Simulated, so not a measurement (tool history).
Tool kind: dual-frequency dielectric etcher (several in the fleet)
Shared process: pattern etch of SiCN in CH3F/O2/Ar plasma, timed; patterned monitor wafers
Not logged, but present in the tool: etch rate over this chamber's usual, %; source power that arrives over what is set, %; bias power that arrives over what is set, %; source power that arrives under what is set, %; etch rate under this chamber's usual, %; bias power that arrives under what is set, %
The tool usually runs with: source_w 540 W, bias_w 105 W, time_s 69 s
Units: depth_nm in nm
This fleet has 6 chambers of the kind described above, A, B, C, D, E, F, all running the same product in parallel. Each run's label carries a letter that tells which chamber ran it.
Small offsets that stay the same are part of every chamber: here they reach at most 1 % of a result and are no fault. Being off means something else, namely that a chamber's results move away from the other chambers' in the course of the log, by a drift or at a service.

run   hour  source_w  bias_w  time_s  hours since the last wet clean  hours since the last source power generator calibration  hours since the last bias power generator calibration  read-back reference wafer on the same gauge, depth_nm  depth_nm
 1A    7.6       540     105      69                           329.1                                                   1965.0                                                 1048.1                                                 32.919    33.199
 2E   14.6       540     105      69                           334.0                                                   3558.0                                                  911.7                                                 32.901    33.374
 3F   19.3       540     105      69                           379.0                                                   3975.1                                                 1090.8                                                 32.893    33.523
 4C   26.9       540     105      69                           535.9                                                    144.8                                                  652.2                                                 32.867    33.238
 5D   32.9       540     105      69                           186.7                                                    103.7                                                 2830.0                                                 32.957    33.469
 6B   40.7       540     105      69                           304.2                                                   3860.2                                                 1729.1                                                 32.907    33.625
      43.9  -- chamber F: wet clean of the chamber
 7E   44.3       540     105      69                           363.7                                                   3587.7                                                  941.4                                                 32.898    33.366
 8B   49.7       540     105      69                           313.2                                                   3869.2                                                 1738.1                                                 32.905    33.468
 9A   56.0       540     105      69                           377.5                                                   2013.4                                                 1096.5                                                 32.925    33.462
      59.6  -- chamber E: wet clean of the chamber
10C   61.7       540     105      69                           570.7                                                    179.6                                                  687.0                                                 32.872    33.385
      61.8  -- chamber A: wet clean of the chamber
11D   67.4       610     130      69                           221.2                                                    138.2                                                 2864.5                                                 32.890    37.694
      68.0  -- chamber C: wet clean of the chamber
12F   74.2       610     130      69                            30.3                                                   4030.0                                                 1145.7                                                 32.905    37.849
13E   79.6       610     130      69                            20.0                                                   3623.0                                                  976.7                                                 32.873    37.745
14C   85.8       610     130      69                            17.9                                                    203.7                                                  711.1                                                 32.907    37.905
15B   91.2       610     130      69                           354.7                                                   3910.7                                                 1779.6                                                 32.913    37.420
16F   96.1       610     130      69                            52.2                                                   4051.9                                                 1167.6                                                 32.944    37.549
17A  101.7       540     105      69                            39.9                                                   2059.1                                                 1142.2                                                 32.901    33.337
18D  105.7       540     105      69                           259.5                                                    176.5                                                 2902.8                                                 32.916    33.425
19E  111.2       540     105      79                            51.6                                                   3654.6                                                 1008.3                                                 32.895    38.404
20F  117.0       540     105      79                            73.1                                                   4072.8                                                 1188.5                                                 32.911    38.028
21C  123.9       540     105      79                            56.0                                                    241.8                                                  749.2                                                 32.917    38.216
22D  130.1       540     105      79                           283.9                                                    200.9                                                 2927.2                                                 32.902    38.198
23A  136.4       540     105      79                            74.6                                                   2093.8                                                 1176.9                                                 32.942    38.295
24B  141.6       540     105      79                           405.1                                                   3961.1                                                 1830.0                                                 32.853    38.114
25C  145.6       540     105      69                            77.7                                                    263.5                                                  770.9                                                 32.890    33.606
26A  150.6       540     105      69                            88.8                                                   2108.0                                                 1191.1                                                 32.888    33.468
27D  156.7       540     105      69                           310.5                                                    227.5                                                 2953.8                                                 32.905    33.284
28F  162.2       540     105      69                           118.3                                                   4118.0                                                 1233.7                                                 32.865    33.356
29B  169.0       450      91      69                           432.5                                                   3988.5                                                 1857.4                                                 32.933    29.602
30E  173.9       450      91      69                           114.3                                                   3717.3                                                 1071.0                                                 32.872    29.545
31B  178.5       450      91      69                           442.0                                                   3998.0                                                 1866.9                                                 32.892    29.869
32C  185.3       450      91      69                           117.4                                                    303.2                                                  810.6                                                 32.895    29.480
33A  190.7       450      91      69                           128.9                                                   2148.1                                                 1231.2                                                 32.833    29.774
34D  196.5       450      91      69                           350.3                                                    267.3                                                 2993.6                                                 32.914    29.804
35F  202.4       540     105      69                           158.5                                                   4158.2                                                 1273.9                                                 32.935    33.449
36E  206.1       540     105      69                           146.5                                                   3749.5                                                 1103.2                                                 32.900    33.430
37C  212.4       540     105      69                           144.5                                                    330.3                                                  837.7                                                 32.860    33.352
38F  219.2       540     105      69                           175.3                                                   4175.0                                                 1290.7                                                 32.933    33.499
39D  223.2       540     105      69                           377.0                                                    294.0                                                 3020.3                                                 32.894    33.586
40B  227.4       540     105      69                           490.9                                                   4046.9                                                 1915.8                                                 32.893    33.358
41A  231.8       460      93      69                           170.0                                                   2189.2                                                 1272.3                                                 32.891    29.937
42E  236.4       460      93      69                           176.8                                                   3779.8                                                 1133.5                                                 32.878    30.154
43B  243.4       460      93      69                           506.9                                                   4062.9                                                 1931.8                                                 32.891    30.476
44E  247.8       460      93      69                           188.2                                                   3791.2                                                 1144.9                                                 32.900    30.176

Decide between three cases: one chamber stands off from its peers, the gauge reading all wafers drifts, or nothing is wrong past each chamber's small offset. Where a chamber is off, say which and what most likely put it there.

No chamber is off and the gauge is stable; the differences are just each chamber's small, constant offset.
